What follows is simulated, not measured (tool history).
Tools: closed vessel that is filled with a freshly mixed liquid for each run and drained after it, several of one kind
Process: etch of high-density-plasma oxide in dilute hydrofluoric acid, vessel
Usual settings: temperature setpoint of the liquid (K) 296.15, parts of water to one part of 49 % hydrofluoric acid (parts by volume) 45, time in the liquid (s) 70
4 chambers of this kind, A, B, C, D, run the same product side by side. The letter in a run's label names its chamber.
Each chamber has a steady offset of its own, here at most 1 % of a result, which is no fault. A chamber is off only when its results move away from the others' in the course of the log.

run    day  temperature setpoint of the liquid (K)  parts of water to one part of 49 % hydrofluoric acid (parts by volume)  time in the liquid (s)  hours since the thermometer was replaced  hours since the hydrofluoric acid flow meter was replaced  read-back film thickness of the high-density-plasma oxide reference wafer, read on the same gauge (nm)  thickness taken off the high-density-plasma oxide on a monitor wafer (angstrom)
 1A  0.138                                  296.15                                                                      45                      70                                    1913.8                                                      432.6                                                                                                  59.996                                                                           81.119
 2C  0.358                                  296.15                                                                      45                      70                                    1835.3                                                      400.8                                                                                                  60.005                                                                           81.474
 3D  0.583                                  296.15                                                                      45                      70                                    1234.5                                                         76                                                                                                  59.994                                                                           82.435
 4B  0.829                                  296.15                                                                      45                      70                                    1201.8                                                      271.5                                                                                                  59.985                                                                           81.838
 5D  1.012                                  296.15                                                                      45                      70                                    1244.8                                                       86.3                                                                                                      60                                                                           83.002
 6B  1.175                                  296.15                                                                      45                      70                                    1210.1                                                      279.8                                                                                                  60.002                                                                            82.54
 7A  1.367                                  296.15                                                                      40                      60                                    1943.3                                                      462.1                                                                                                  59.986                                                                           79.338
 8C  1.521                                  296.15                                                                      40                      60                                    1863.2                                                      428.7                                                                                                  59.986                                                                           79.077
 9C  1.638                                  296.15                                                                      40                      60                                      1866                                                      431.5                                                                                                  60.007                                                                           78.739
10A  1.871                                  296.15                                                                      40                      60                                    1955.4                                                      474.2                                                                                                  60.016                                                                           79.114
11D  1.983                                  296.15                                                                      45                      70                                    1268.1                                                      109.6                                                                                                  60.003                                                                           82.795
12B  2.117                                  299.65                                                                      45                      70                                    1232.7                                                      302.4                                                                                                  59.986                                                                            94.78
13B  2.312                                  299.65                                                                      45                      70                                    1237.4                                                      307.1                                                                                                  60.001                                                                           94.661
14A    2.5                                  299.65                                                                      45                      70                                    1970.5                                                      489.3                                                                                                  60.019                                                                           93.245
15C  2.738                                  299.65                                                                      45                      70                                    1892.4                                                      457.9                                                                                                  60.001                                                                           94.104
16D  2.962                                  296.15                                                                      45                      70                                    1291.6                                                      133.1                                                                                                  60.013                                                                            81.61
17C  3.192                                  296.15                                                                      55                      95                                    1903.3                                                      468.8                                                                                                  60.006                                                                           90.024
18B  3.312                                  296.15                                                                      55                      95                                    1261.4                                                      331.1                                                                                                  59.995                                                                           89.802
19A  3.438                                  296.15                                                                      55                      95                                      1993                                                      511.8                                                                                                  59.997                                                                           88.273
20D  3.562                                  296.15                                                                      55                      95                                      1306                                                      147.5                                                                                                  60.006                                                                           90.868
21A  3.783                                  296.15                                                                      45                      70                                    2001.3                                                      520.1                                                                                                  60.004                                                                           80.544
22C  3.896                                  296.15                                                                      45                      70                                    1920.2                                                      485.7                                                                                                      60                                                                           81.263
23B  4.042                                  296.15                                                                      45                      70                                    1278.9                                                      348.6                                                                                                  60.004                                                                           81.721
24D  4.233                                  296.15                                                                      60                      35                                    1322.1                                                      163.6                                                                                                   59.99                                                                           30.161
25C  4.438                                  296.15                                                                      60                      35                                    1933.2                                                      498.7                                                                                                  59.994                                                                           29.859
     4.558  -- chamber A: thermometer replaced
26A  4.575                                  296.15                                                                      60                      35                                       0.4                                                      539.1                                                                                                  60.025                                                                           29.283
     4.588  -- chamber C: thermometer replaced
27D  4.775                                  296.15                                                                      60                      35                                    1335.1                                                      176.6                                                                                                  59.995                                                                            30.43
28B  4.946                                  296.15                                                                      45                      70                                    1300.6                                                      370.3                                                                                                  60.015                                                                           81.904
29D  5.154                                  296.15                                                                      45                      70                                    1344.2                                                      185.7                                                                                                  59.996                                                                           82.962
30A  5.354                                  296.15                                                                      45                      70                                      19.1                                                      557.8                                                                                                  59.993                                                                           80.064
31C  5.592                                  296.15                                                                      45                      70                                      24.2                                                      526.4                                                                                                  59.992                                                                           81.937
32B    5.8                                  296.15                                                                      45                      70                                    1321.1                                                      390.8                                                                                                  59.996                                                                           81.286
33B  6.029                                  296.15                                                                      45                      70                                    1326.6                                                      396.3                                                                                                  59.995                                                                           82.239
34C  6.208                                  296.15                                                                      45                      70                                        39                                                      541.2                                                                                                  59.991                                                                           81.371

All 4 chambers run these settings next. Forecast each chamber's results:
35A  6.383                                  296.15                                                                      45                      70                                                                                                                                                                                                                                                                                             ?
35B  6.383                                  296.15                                                                      45                      70                                                                                                                                                                                                                                                                                             ?
35C  6.383                                  296.15                                                                      45                      70                                                                                                                                                                                                                                                                                             ?
35D  6.383                                  296.15                                                                      45                      70                                                                                                                                                                                                                                                                                             ?

run  thickness taken off the high-density-plasma oxide on a monitor wafer (angstrom)
35A                                                                            78.86
35B                                                                           81.953
35C                                                                           81.775
35D                                                                            82.81

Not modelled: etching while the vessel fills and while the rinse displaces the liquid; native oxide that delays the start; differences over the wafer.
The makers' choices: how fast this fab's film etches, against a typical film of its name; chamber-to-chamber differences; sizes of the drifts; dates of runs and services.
